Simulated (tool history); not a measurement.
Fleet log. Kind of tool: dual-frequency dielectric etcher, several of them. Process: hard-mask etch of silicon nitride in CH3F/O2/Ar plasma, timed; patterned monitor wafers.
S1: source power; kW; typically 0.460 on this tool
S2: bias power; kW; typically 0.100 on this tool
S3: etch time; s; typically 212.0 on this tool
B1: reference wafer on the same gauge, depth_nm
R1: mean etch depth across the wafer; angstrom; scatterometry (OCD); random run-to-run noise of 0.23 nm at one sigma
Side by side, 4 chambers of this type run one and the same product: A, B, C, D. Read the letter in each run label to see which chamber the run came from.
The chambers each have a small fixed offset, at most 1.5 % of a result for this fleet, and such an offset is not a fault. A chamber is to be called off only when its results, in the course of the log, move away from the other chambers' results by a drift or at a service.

run,day,S1,S2,S3,B1,R1
1A,0.538,0.460,0.100,212.0,195.93,1750.0
2D,1.217,0.460,0.100,212.0,195.89,1737.3
3C,1.662,0.460,0.100,212.0,195.90,1769.3
4B,2.129,0.460,0.100,212.0,195.89,1749.8
5D,2.679,0.460,0.100,212.0,195.82,1734.9
6A,2.988,0.460,0.100,212.0,195.77,1744.7
7C,3.483,0.460,0.100,212.0,195.69,1765.1
# day 3.854: chamber D: wet clean of the chamber
8B,3.996,0.460,0.100,212.0,195.72,1748.3
9C,4.467,0.460,0.100,212.0,195.69,1764.1
10B,4.962,0.460,0.086,156.5,195.66,1224.2
11A,5.650,0.460,0.086,156.5,195.62,1219.6
# day 6.029: chamber B: wet clean of the chamber
12D,6.050,0.460,0.086,156.5,195.53,1209.9
13A,6.583,0.460,0.086,156.5,195.51,1222.7
14B,7.008,0.460,0.100,212.0,195.53,1746.9
15C,7.554,0.460,0.100,212.0,195.44,1760.9
16D,8.142,0.460,0.100,212.0,195.47,1733.1
17B,8.479,0.460,0.100,212.0,195.36,1744.7
18C,9.121,0.460,0.100,212.0,195.39,1762.4
19A,9.650,0.460,0.100,212.0,195.37,1740.9
20D,10.046,0.460,0.100,212.0,195.26,1727.7
21A,10.429,0.460,0.100,212.0,195.25,1743.2
22B,10.750,0.460,0.100,212.0,195.22,1744.0
23D,11.338,0.460,0.100,212.0,195.14,1727.7
24C,11.775,0.460,0.100,212.0,195.17,1758.9
# day 11.938: chamber C: wet clean of the chamber
25A,12.142,0.460,0.100,212.0,195.14,1743.0
26D,12.512,0.460,0.100,212.0,195.09,1733.0
27B,13.083,0.460,0.100,212.0,195.13,1742.1
28C,13.458,0.460,0.100,212.0,195.05,1761.1
29D,13.783,0.460,0.100,212.0,195.01,1726.4
30B,14.271,0.460,0.124,212.0,195.02,1886.5

Read the log: is a single chamber off, either drifting away or since a service, is the gauge that measures every chamber drifting, or is nothing wrong beyond small per-chamber offsets? Name any odd chamber and what most likely caused it.

The shared gauge is drifting. All chambers look as if they move in step, but none is off.
Cause: gauge reads low (%) = 0.535.
